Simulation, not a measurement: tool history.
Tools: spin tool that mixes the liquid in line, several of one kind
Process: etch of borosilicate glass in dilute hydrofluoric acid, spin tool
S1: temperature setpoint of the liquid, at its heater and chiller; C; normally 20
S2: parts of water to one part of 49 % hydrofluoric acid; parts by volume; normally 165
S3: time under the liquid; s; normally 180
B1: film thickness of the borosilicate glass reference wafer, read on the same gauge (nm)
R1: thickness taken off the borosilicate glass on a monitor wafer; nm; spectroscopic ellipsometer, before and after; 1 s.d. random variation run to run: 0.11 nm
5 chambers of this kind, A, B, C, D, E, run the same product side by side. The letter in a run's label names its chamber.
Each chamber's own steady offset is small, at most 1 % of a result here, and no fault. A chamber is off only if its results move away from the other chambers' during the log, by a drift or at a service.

| run | hour | S1 | S2 | S3 | B1 | R1 |
|---|---|---|---|---|---|---|
| 1E | 5.3 | 20 | 165 | 180 | 60.009 | 22.375 |
| 2B | 9.3 | 20 | 165 | 180 | 60 | 22.478 |
| 3D | 13.8 | 20 | 165 | 180 | 60.048 | 22.389 |
| 4C | 17.6 | 20 | 165 | 180 | 60.012 | 22.3 |
| 5A | 20.3 | 20 | 165 | 180 | 59.979 | 22.31 |
| 6C | 23.1 | 20 | 165 | 180 | 59.992 | 22.23 |
| 7B | 26 | 20 | 165 | 180 | 59.99 | 22.281 |
| 8E | 28.6 | 20 | 165 | 180 | 59.955 | 22.454 |
| 9D | 34 | 20 | 165 | 180 | 60.018 | 22.268 |
| 10A | 38 | 20 | 165 | 180 | 59.994 | 22.407 |
| 11E | 41.5 | 20 | 165 | 180 | 59.987 | 22.391 |
| 12C | 46.5 | 20 | 165 | 180 | 59.977 | 22.312 |
| 13B | 51.5 | 20 | 165 | 180 | 60.039 | 22.327 |
| 14A | 54.4 | 20 | 165 | 180 | 59.978 | 22.474 |
| 15D | 59 | 20 | 165 | 180 | 60.02 | 22.454 |
| 16B | 64.1 | 20 | 165 | 180 | 60.023 | 22.327 |
| 17D | 68.6 | 20 | 165 | 180 | 59.979 | 22.304 |
| 18A | 72.8 | 20 | 165 | 180 | 60.019 | 22.385 |
| 19E | 76.5 | 20 | 165 | 180 | 59.969 | 22.544 |
| 20C | 82.1 | 20 | 165 | 180 | 60.039 | 22.165 |
| 21D | 85.6 | 20 | 165 | 180 | 59.985 | 22.355 |
| 22E | 90.8 | 20 | 165 | 180 | 59.989 | 22.495 |
| 23C | 95.4 | 20 | 165 | 180 | 60.015 | 22.145 |
| 24A | 99.7 | 20 | 165 | 180 | 59.979 | 22.475 |
| 25B | 102.1 | 20 | 165 | 180 | 60.002 | 22.394 |
| 26E | 105.5 | 20 | 165 | 180 | 59.994 | 22.397 |
| 27D | 110.6 | 20 | 165 | 180 | 59.973 | 22.529 |
| 28A | 113.1 | 20 | 165 | 180 | 59.989 | 22.612 |
| 29B | 118.2 | 20 | 165 | 180 | 59.986 | 22.368 |
| 30C | 121.5 | 20 | 165 | 180 | 59.996 | 22.361 |
| 31B | 124.7 | 20 | 165 | 180 | 60.02 | 22.478 |
| 32E | 128 | 20 | 165 | 180 | 60.007 | 22.289 |
| 33C | 133 | 23 | 105 | 180 | 60.001 | 42.416 |
| 34A | 136.3 | 23 | 105 | 180 | 59.994 | 42.375 |
| 35D | 141.2 | 23 | 105 | 180 | 59.992 | 42.111 |
| 36C | 145.1 | 23 | 105 | 180 | 59.969 | 42.261 |
| 37B | 148 | 23 | 105 | 180 | 59.957 | 42.837 |

All 5 chambers run these settings next. Forecast each chamber's results:
| 38A | 152.1 | 20 | 165 | 180 |  | ? |
| 38B | 152.1 | 20 | 165 | 180 |  | ? |
| 38C | 152.1 | 20 | 165 | 180 |  | ? |
| 38D | 152.1 | 20 | 165 | 180 |  | ? |
| 38E | 152.1 | 20 | 165 | 180 |  | ? |

| run | R1 |
|---|---|
| 38A | 22.425 |
| 38B | 22.263 |
| 38C | 22.388 |
| 38D | 22.122 |
| 38E | 22.324 |
